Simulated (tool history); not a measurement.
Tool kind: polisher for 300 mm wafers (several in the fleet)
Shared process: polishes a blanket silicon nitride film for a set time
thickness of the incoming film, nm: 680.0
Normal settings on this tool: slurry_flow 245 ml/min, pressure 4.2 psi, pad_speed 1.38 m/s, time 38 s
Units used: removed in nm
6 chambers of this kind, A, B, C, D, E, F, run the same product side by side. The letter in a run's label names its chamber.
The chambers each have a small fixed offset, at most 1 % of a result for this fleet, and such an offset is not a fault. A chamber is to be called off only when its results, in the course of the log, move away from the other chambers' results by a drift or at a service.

run   hour  slurry_flow  pressure  pad_speed  time  wafers polished on this pad  hours since the slurry nozzle was cleaned  hours since the head pressure was calibrated  removed
       4.1  -- chamber D: worn pad replaced by a new one
       4.3  -- chamber B: slurry nozzle cleaned
       5.1  -- chamber B: worn pad replaced by a new one
 1A    8.3          245       4.2       1.38    38                          416                                      579.3                                          36.2   93.124
      16.1  -- chamber A: slurry nozzle cleaned
 2D   17.7          245       4.2       1.38    38                          127                                      446.6                                         945.7   90.615
      22.6  -- chamber F: worn pad replaced by a new one
 3F   25.9          245       4.2       1.38    38                           31                                      229.8                                         116.9   94.163
      29.3  -- chamber F: slurry nozzle cleaned
 4B     36          245       4.2       1.38    38                          288                                       31.8                                         404.8   91.977
      41.6  -- chamber A: worn pad replaced by a new one
 5C   45.3          245       4.2       1.38    38                          486                                       71.4                                         210.3   92.216
 6E   54.2          245       4.2       1.38    38                         1244                                      160.7                                         442.2   91.002
 7D   61.3          245       4.2       1.38    38                          534                                      490.2                                         989.3   91.539
      65.9  -- chamber C: worn pad replaced by a new one
 8F   66.8          245       4.2       1.38    38                          412                                       37.6                                         157.8   92.598
      74.2  -- chamber D: head pressure recalibrated
 9A     77          245       4.2       1.38    38                          331                                         61                                         104.9   91.389
        80  -- chamber D: worn pad replaced by a new one
      81.6  -- chamber B: worn pad replaced by a new one
10C   85.7          245       4.2       1.38    38                          184                                      111.8                                         250.7    90.51
      88.5  -- chamber E: worn pad replaced by a new one
11E   95.4          245       4.2       1.38    38                           65                                      201.9                                         483.4   91.071
12B  103.8          245       4.2       1.38    38                          207                                       99.6                                         472.6   93.209
     106.2  -- chamber D: slurry nozzle cleaned
13D  110.8          245       4.2       1.38    38                          288                                        4.7                                          36.6   92.086
14C  118.9          245       4.2       1.38    38                          494                                        145                                         283.9   92.419
     124.3  -- chamber A: worn pad replaced by a new one
15B  128.1          245       4.2       1.38    38                          434                                      123.9                                         496.9   92.613
     129.3  -- chamber F: worn pad replaced by a new one
     132.1  -- chamber B: head pressure recalibrated
16F  135.3          245       4.2       1.38    38                           56                                      106.1                                         226.3   92.883
     140.8  -- chamber B: worn pad replaced by a new one
17E  142.4          245       4.2       1.38    38                          503                                      248.9                                         530.4   89.272
     146.5  -- chamber C: worn pad replaced by a new one
18A  147.3          245       4.2       1.38    38                          214                                      131.3                                         175.2   91.684
19D  155.2          245       3.5       1.38    42                          702                                       49.1                                            81   84.529
     160.6  -- chamber D: worn pad replaced by a new one
20B  163.1          245       3.5       1.38    42                          208                                      158.9                                          31.1   85.013
21C  167.9          245       3.5       1.38    42                          199                                        194                                         332.9    84.13
22F    175          245       3.5       1.38    42                          427                                      145.8                                           266   85.669
     179.4  -- chamber C: slurry nozzle cleaned
23A  180.9          245       3.5       1.38    42                          528                                      164.9                                         208.8   82.999
24E  191.6          245       3.5       1.38    42                          962                                      298.1                                         579.6   81.868
     196.7  -- chamber A: worn pad replaced by a new one
     200.8  -- chamber B: worn pad replaced by a new one
25D  202.2          245       4.2       1.38    38                          388                                       96.1                                           128   91.066
26B  212.3          245       4.2       1.38    38                          107                                      208.1                                          80.3   92.112
     215.6  -- chamber E: worn pad replaced by a new one
27E  217.5          245       3.1       0.94    38                           18                                        324                                         605.5   48.367
28F  227.1          245       3.1       0.94    38                          913                                      197.9                                         318.1    50.16
     228.5  -- chamber C: worn pad replaced by a new one
29A  236.6          245       3.1       0.94    38                          372                                      220.6                                         264.5   49.276
     238.8  -- chamber E: slurry nozzle cleaned
       242  -- chamber D: worn pad replaced by a new one
30C  246.5          245       3.1       0.94    38                          168                                       67.1                                         411.5    49.71
     251.1  -- chamber F: worn pad replaced by a new one
31D    255          245       3.1       0.94    38                          121                                      148.9                                         180.8   50.301
32C  260.4          245       3.1       0.94    38                          298                                         81                                         425.4   51.406
     267.7  -- chamber F: slurry nozzle cleaned
33B  267.9          245       4.2       1.38    38                          626                                      263.7                                         135.9   93.011
     273.8  -- chamber B: worn pad replaced by a new one
34E  278.4          245       4.2       1.38    38                          586                                       39.7                                         666.4   86.644
     282.4  -- chamber A: worn pad replaced by a new one
35F  286.2          245       4.2       1.38    38                          327                                       18.6                                         377.2   92.864
36A  293.6          245       4.2       1.38    38                          104                                      277.6                                         321.5   91.932
37F  300.5          245       4.2       1.38    38                          460                                       32.9                                         391.5   91.619
     301.5  -- chamber C: worn pad replaced by a new one
38B  309.1          175       4.2       1.38    28                          329                                      304.9                                         177.1     64.7
     309.6  -- chamber D: worn pad replaced by a new one
39C  314.5          175       4.2       1.38    28                          121                                      135.1                                         479.5   64.985
     315.6  -- chamber A: head pressure recalibrated
40E  323.1          175       4.2       1.38    28                         1003                                       84.4                                         711.1   59.628
41D  328.1          175       4.2       1.38    28                          173                                        222                                         253.9   64.203
42A    335          175       4.2       1.38    28                          491                                        319                                          19.4   64.149
43F  340.3          175       4.2       1.38    28                          832                                       72.7                                         431.3   65.628

Is one chamber out of step, is the gauge drifting, or do the chambers differ by no more than their own small offsets? For an off chamber, give its letter and the likeliest cause.

Chamber E drifts away from the others.
Cause: head's pressure below its setpoint, % = 7.25.

Chamber E could run next with any of the 4 candidate recipes listed below; each alters the usual settings, and their results appear as question marks. Which one brings its results back in line with what the other chambers deliver on the usual settings?
Maximum distance from the other chambers' mean on the usual settings for a result to count as in line: removed 3.7 nm
44E-1   348          245       3.9       1.38    35                                                                                                                              ?
44E-2   348          245       4.5       1.38    41                                                                                                                              ?
44E-3   348          245         4       1.34    38                                                                                                                              ?
44E-4   348          245       4.2        1.5    38                                                                                                                              ?

The mean the other chambers reach with the usual settings: removed 91.736 nm
  run  removed
44E-1   72.607
44E-2   98.282
44E-3   78.991
44E-4   90.825
Change 44E-4 lands the chamber within the allowed miss of the other chambers.

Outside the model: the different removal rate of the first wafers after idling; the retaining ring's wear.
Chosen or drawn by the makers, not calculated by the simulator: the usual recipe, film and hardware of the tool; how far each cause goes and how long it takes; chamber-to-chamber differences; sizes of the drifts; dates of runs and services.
